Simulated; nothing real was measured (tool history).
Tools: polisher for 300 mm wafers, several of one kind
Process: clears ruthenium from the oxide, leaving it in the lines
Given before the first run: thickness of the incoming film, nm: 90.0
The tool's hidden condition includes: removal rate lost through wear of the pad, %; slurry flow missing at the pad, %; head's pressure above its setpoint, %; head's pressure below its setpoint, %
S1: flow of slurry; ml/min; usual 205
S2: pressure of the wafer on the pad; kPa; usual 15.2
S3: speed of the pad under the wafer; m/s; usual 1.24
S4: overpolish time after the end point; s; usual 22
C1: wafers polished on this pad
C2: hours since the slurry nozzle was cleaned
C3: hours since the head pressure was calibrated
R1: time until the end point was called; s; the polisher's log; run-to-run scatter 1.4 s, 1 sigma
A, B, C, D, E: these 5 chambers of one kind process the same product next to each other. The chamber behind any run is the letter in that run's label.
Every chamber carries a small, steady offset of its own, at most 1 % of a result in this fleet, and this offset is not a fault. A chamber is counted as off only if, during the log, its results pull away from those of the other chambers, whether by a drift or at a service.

| run | day | S1 | S2 | S3 | S4 | C1 | C2 | C3 | R1 |
|---|---|---|---|---|---|---|---|---|---|
| 1B | 0.379 | 205 | 15.2 | 1.24 | 22 | 526 | 188.5 | 757.6 | 71.411 |
| 2D | 0.779 | 205 | 15.2 | 1.24 | 22 | 472 | 204.3 | 544.1 | 70.605 |
|  | 0.846 | chamber C: worn pad replaced by a new one |
|  | 1.142 | chamber E: worn pad replaced by a new one |
| 3E | 1.171 | 205 | 15.2 | 1.24 | 22 | 7 | 425.6 | 694.1 | 68.620 |
|  | 1.504 | chamber A: worn pad replaced by a new one |
| 4C | 1.538 | 205 | 15.2 | 1.24 | 22 | 167 | 153.8 | 899.0 | 74.441 |
| 5A | 1.896 | 205 | 15.2 | 1.24 | 22 | 94 | 333.9 | 218.3 | 70.475 |
| 6E | 2.167 | 205 | 15.2 | 1.24 | 22 | 248 | 449.5 | 718.0 | 73.247 |
|  | 2.412 | chamber D: head pressure recalibrated |
| 7B | 2.629 | 205 | 15.2 | 1.24 | 22 | 1069 | 242.5 | 811.6 | 72.582 |
|  | 2.808 | chamber D: worn pad replaced by a new one |
| 8A | 2.996 | 205 | 15.2 | 1.24 | 22 | 360 | 360.3 | 244.7 | 71.601 |
| 9C | 3.233 | 205 | 15.2 | 1.24 | 22 | 577 | 194.5 | 939.7 | 72.546 |
| 10D | 3.525 | 235 | 15.2 | 1.24 | 22 | 173 | 270.2 | 26.7 | 68.867 |
| 11E | 3.767 | 235 | 15.2 | 1.24 | 22 | 635 | 487.9 | 756.4 | 70.311 |
|  | 3.962 | chamber B: head pressure recalibrated |
|  | 4.108 | chamber B: worn pad replaced by a new one |
| 12C | 4.171 | 235 | 15.2 | 1.24 | 22 | 804 | 217.0 | 962.2 | 71.634 |
|  | 4.271 | chamber C: worn pad replaced by a new one |
|  | 4.304 | chamber E: worn pad replaced by a new one |
| 13D | 4.425 | 235 | 15.2 | 1.24 | 22 | 391 | 291.8 | 48.3 | 70.074 |
| 14B | 4.750 | 235 | 15.2 | 1.24 | 22 | 155 | 293.4 | 18.9 | 70.439 |
| 15A | 5.071 | 205 | 15.2 | 1.24 | 22 | 862 | 410.1 | 294.5 | 72.518 |
| 16D | 5.371 | 205 | 15.2 | 1.24 | 33 | 619 | 314.5 | 71.0 | 71.898 |
|  | 5.392 | chamber A: slurry nozzle cleaned |
| 17A | 5.629 | 205 | 15.2 | 1.24 | 33 | 997 | 5.7 | 307.9 | 70.811 |
| 18E | 5.962 | 205 | 15.2 | 1.24 | 33 | 401 | 540.6 | 809.1 | 71.075 |
|  | 6.325 | chamber A: worn pad replaced by a new one |
| 19C | 6.408 | 205 | 15.2 | 1.24 | 33 | 517 | 270.7 | 1015.9 | 72.036 |
| 20B | 6.858 | 205 | 15.2 | 1.24 | 33 | 665 | 344.0 | 69.5 | 70.842 |
|  | 7.100 | chamber E: worn pad replaced by a new one |
| 21A | 7.238 | 205 | 15.2 | 1.24 | 22 | 220 | 44.3 | 346.5 | 70.143 |
|  | 7.262 | chamber D: worn pad replaced by a new one |
|  | 7.267 | chamber C: worn pad replaced by a new one |
| 22D | 7.496 | 205 | 15.2 | 1.24 | 22 | 56 | 365.5 | 122.0 | 70.916 |
| 23B | 7.796 | 205 | 15.2 | 1.24 | 22 | 891 | 366.5 | 92.0 | 71.778 |
| 24C | 8.283 | 205 | 15.2 | 1.24 | 22 | 246 | 315.7 | 1060.9 | 71.524 |
| 25E | 8.538 | 205 | 15.2 | 1.24 | 22 | 347 | 602.4 | 870.9 | 67.787 |
| 26B | 8.971 | 205 | 15.2 | 1.24 | 22 | 1175 | 394.7 | 120.2 | 71.730 |
| 27A | 9.379 | 235 | 15.2 | 1.40 | 22 | 738 | 95.7 | 397.9 | 62.645 |
| 28D | 9.608 | 235 | 15.2 | 1.40 | 22 | 566 | 416.2 | 172.7 | 62.424 |
|  | 9.729 | chamber B: worn pad replaced by a new one |
| 29C | 9.983 | 235 | 15.2 | 1.40 | 22 | 656 | 356.5 | 1101.7 | 64.604 |
|  | 10.038 | chamber E: worn pad replaced by a new one |
|  | 10.133 | chamber C: worn pad replaced by a new one |
| 30E | 10.446 | 235 | 15.2 | 1.40 | 22 | 99 | 648.2 | 916.7 | 62.494 |
| 31B | 10.696 | 235 | 15.2 | 1.40 | 22 | 234 | 436.1 | 161.6 | 61.414 |
| 32E | 11.154 | 205 | 15.2 | 1.24 | 22 | 270 | 665.2 | 933.7 | 70.980 |
|  | 11.288 | chamber A: worn pad replaced by a new one |
| 33D | 11.633 | 205 | 15.2 | 1.24 | 22 | 1056 | 464.8 | 221.3 | 70.559 |
| 34C | 11.962 | 205 | 15.2 | 1.24 | 22 | 442 | 404.0 | 1149.2 | 69.517 |
| 35A | 12.242 | 205 | 15.2 | 1.24 | 22 | 230 | 164.4 | 466.6 | 71.235 |
|  | 12.483 | chamber D: worn pad replaced by a new one |
| 36C | 12.688 | 205 | 15.2 | 1.24 | 22 | 618 | 421.4 | 1166.6 | 69.020 |
| 37A | 12.946 | 205 | 15.2 | 1.24 | 22 | 401 | 181.3 | 483.5 | 70.710 |
|  | 12.983 | chamber E: worn pad replaced by a new one |
| 38B | 13.208 | 205 | 15.2 | 1.24 | 22 | 841 | 496.4 | 221.9 | 71.496 |
| 39E | 13.533 | 205 | 15.2 | 1.24 | 22 | 132 | 722.3 | 990.8 | 69.561 |
| 40D | 13.796 | 205 | 15.2 | 1.24 | 22 | 317 | 516.7 | 273.2 | 72.847 |
| 41E | 14.125 | 140 | 13.8 | 1.24 | 22 | 275 | 736.5 | 1005.0 | 81.317 |
| 42A | 14.454 | 140 | 13.8 | 1.24 | 22 | 765 | 217.5 | 519.7 | 84.973 |
| 43D | 14.696 | 140 | 13.8 | 1.24 | 22 | 535 | 538.3 | 294.8 | 82.461 |

Next, all 5 chambers run the settings below, one line each with question marks for the results. What does each chamber give?
| 44A | 15.050 | 205 | 15.2 | 1.66 | 22 |  |  |  | ? |
| 44B | 15.050 | 205 | 15.2 | 1.66 | 22 |  |  |  | ? |
| 44C | 15.050 | 205 | 15.2 | 1.66 | 22 |  |  |  | ? |
| 44D | 15.050 | 205 | 15.2 | 1.66 | 22 |  |  |  | ? |
| 44E | 15.050 | 205 | 15.2 | 1.66 | 22 |  |  |  | ? |

| run | R1 |
|---|---|
| 44A | 53.285 |
| 44B | 53.168 |
| 44C | 51.843 |
| 44D | 51.801 |
| 44E | 54.159 |
